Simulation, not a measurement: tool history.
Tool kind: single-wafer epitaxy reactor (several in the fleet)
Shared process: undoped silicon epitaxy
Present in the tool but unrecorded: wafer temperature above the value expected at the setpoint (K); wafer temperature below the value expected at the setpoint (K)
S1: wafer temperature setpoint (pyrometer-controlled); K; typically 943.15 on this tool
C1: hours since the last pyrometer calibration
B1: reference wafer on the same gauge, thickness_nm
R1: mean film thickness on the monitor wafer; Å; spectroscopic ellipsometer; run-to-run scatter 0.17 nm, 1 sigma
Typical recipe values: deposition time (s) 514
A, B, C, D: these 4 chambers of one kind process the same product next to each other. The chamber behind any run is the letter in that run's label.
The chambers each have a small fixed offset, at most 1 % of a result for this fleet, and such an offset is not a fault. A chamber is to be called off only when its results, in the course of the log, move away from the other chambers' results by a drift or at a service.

Run 1D, hour 7: usual settings; C1 1605.5; B1 149.01. Result: R1 1331.5 Å.
Run 2C, hour 16.6: usual settings; C1 2119.2; B1 148.93. Result: R1 1323.9 Å.
Run 3A, hour 25.9: usual settings; C1 1399.6; B1 148.97. Result: R1 1312.8 Å.
Run 4B, hour 37.3: usual settings; C1 778.3; B1 148.96. Result: R1 1326.2 Å.
Run 5B, hour 53.3: usual settings; C1 794.3; B1 148.87. Result: R1 1323.2 Å.
Run 6C, hour 62.7: usual settings; C1 2165.3; B1 148.91. Result: R1 1325 Å.
Run 7D, hour 72.7: usual settings; C1 1671.2; B1 148.85. Result: R1 1325 Å.
Run 8A, hour 79.9: usual settings; C1 1453.6; B1 148.87. Result: R1 1315 Å.
Run 9B, hour 87.3: usual settings; C1 828.3; B1 148.85. Result: R1 1325.9 Å.
Run 10C, hour 102.7: usual settings; C1 2205.3; B1 148.86. Result: R1 1327.2 Å.
Run 11D, hour 111.8: usual settings; C1 1710.3; B1 148.83. Result: R1 1330.7 Å.
Run 12A, hour 125.6: usual settings; C1 1499.3; B1 148.79. Result: R1 1317.5 Å.
Run 13A, hour 138.1: usual settings; C1 1511.8; B1 148.78. Result: R1 1315.4 Å.
Run 14B, hour 145.7: usual settings; C1 886.7; B1 148.74. Result: R1 1321.1 Å.
Run 15D, hour 156.7: usual settings; C1 1755.2; B1 148.7. Result: R1 1325.2 Å.
Run 16C, hour 166.9: usual settings but S1 955.15 K, deposition time (s) 594; C1 2269.5; B1 148.71. Result: R1 1957.6 Å.
Run 17D, hour 179.1: usual settings but S1 955.15 K, deposition time (s) 594; C1 1777.6; B1 148.7. Result: R1 1960.9 Å.
Run 18C, hour 190.6: usual settings but S1 955.15 K, deposition time (s) 594; C1 2293.2; B1 148.71. Result: R1 1956.3 Å.
Run 19B, hour 197.8: usual settings but S1 955.15 K, deposition time (s) 594; C1 938.8; B1 148.7. Result: R1 1946.7 Å.
Run 20A, hour 208.7: usual settings; C1 1582.4; B1 148.6. Result: R1 1314.5 Å.
Run 21B, hour 221.1: usual settings; C1 962.1; B1 148.65. Result: R1 1321.8 Å.
Run 22D, hour 231.7: usual settings; C1 1830.2; B1 148.55. Result: R1 1329.9 Å.
Run 23C, hour 238.6: usual settings; C1 2341.2; B1 148.62. Result: R1 1321.7 Å.
At hour 243.9: chamber D: pyrometer calibrated.
Run 24A, hour 254.3: usual settings; C1 1628; B1 148.54. Result: R1 1309.2 Å.
At hour 261.6: chamber A: pyrometer calibrated.
Run 25B, hour 268.8: usual settings; C1 1009.8; B1 148.54. Result: R1 1321.5 Å.
Run 26A, hour 277.8: usual settings; C1 16.3; B1 148.51. Result: R1 1309.1 Å.
Run 27D, hour 289.5: usual settings; C1 45.6; B1 148.47. Result: R1 1326.3 Å.
Run 28C, hour 296.9: usual settings; C1 2399.5; B1 148.46. Result: R1 1322.5 Å.
Run 29C, hour 307.5: usual settings; C1 2410.1; B1 148.47. Result: R1 1319.7 Å.
Run 30A, hour 319.8: usual settings; C1 58.3; B1 148.46. Result: R1 1310.6 Å.
Run 31B, hour 333.4: usual settings; C1 1074.4; B1 148.47. Result: R1 1320.4 Å.
Run 32D, hour 347: usual settings but S1 936.15 K; C1 103.1; B1 148.36. Result: R1 1144.4 Å.
Run 33B, hour 358.2: usual settings but S1 936.15 K; C1 1099.2; B1 148.42. Result: R1 1143.5 Å.
Run 34C, hour 368.2: usual settings but S1 936.15 K; C1 2470.8; B1 148.36. Result: R1 1140.2 Å.
Run 35D, hour 379.4: usual settings but S1 936.15 K; C1 135.5; B1 148.37. Result: R1 1141.6 Å.
Run 36A, hour 391.2: usual settings; C1 129.7; B1 148.34. Result: R1 1308.4 Å.
Run 37B, hour 402.4: usual settings; C1 1143.4; B1 148.27. Result: R1 1319 Å.
Run 38A, hour 409.9: usual settings; C1 148.4; B1 148.23. Result: R1 1311.3 Å.
Run 39D, hour 424.6: usual settings; C1 180.7; B1 148.28. Result: R1 1321.5 Å.
Run 40C, hour 433.9: usual settings; C1 2536.5; B1 148.26. Result: R1 1317.3 Å.

For the next run the whole fleet of 4 chambers uses the same settings. Give each chamber's results:
Run 41A, hour 445.2: usual settings but deposition time (s) 577. Result: R1 ?.
Run 41B, hour 445.2: usual settings but deposition time (s) 577. Result: R1 ?.
Run 41C, hour 445.2: usual settings but deposition time (s) 577. Result: R1 ?.
Run 41D, hour 445.2: usual settings but deposition time (s) 577. Result: R1 ?.

run      R1
41A  1466.6
41B  1481.1
41C  1482.5
41D  1485.8
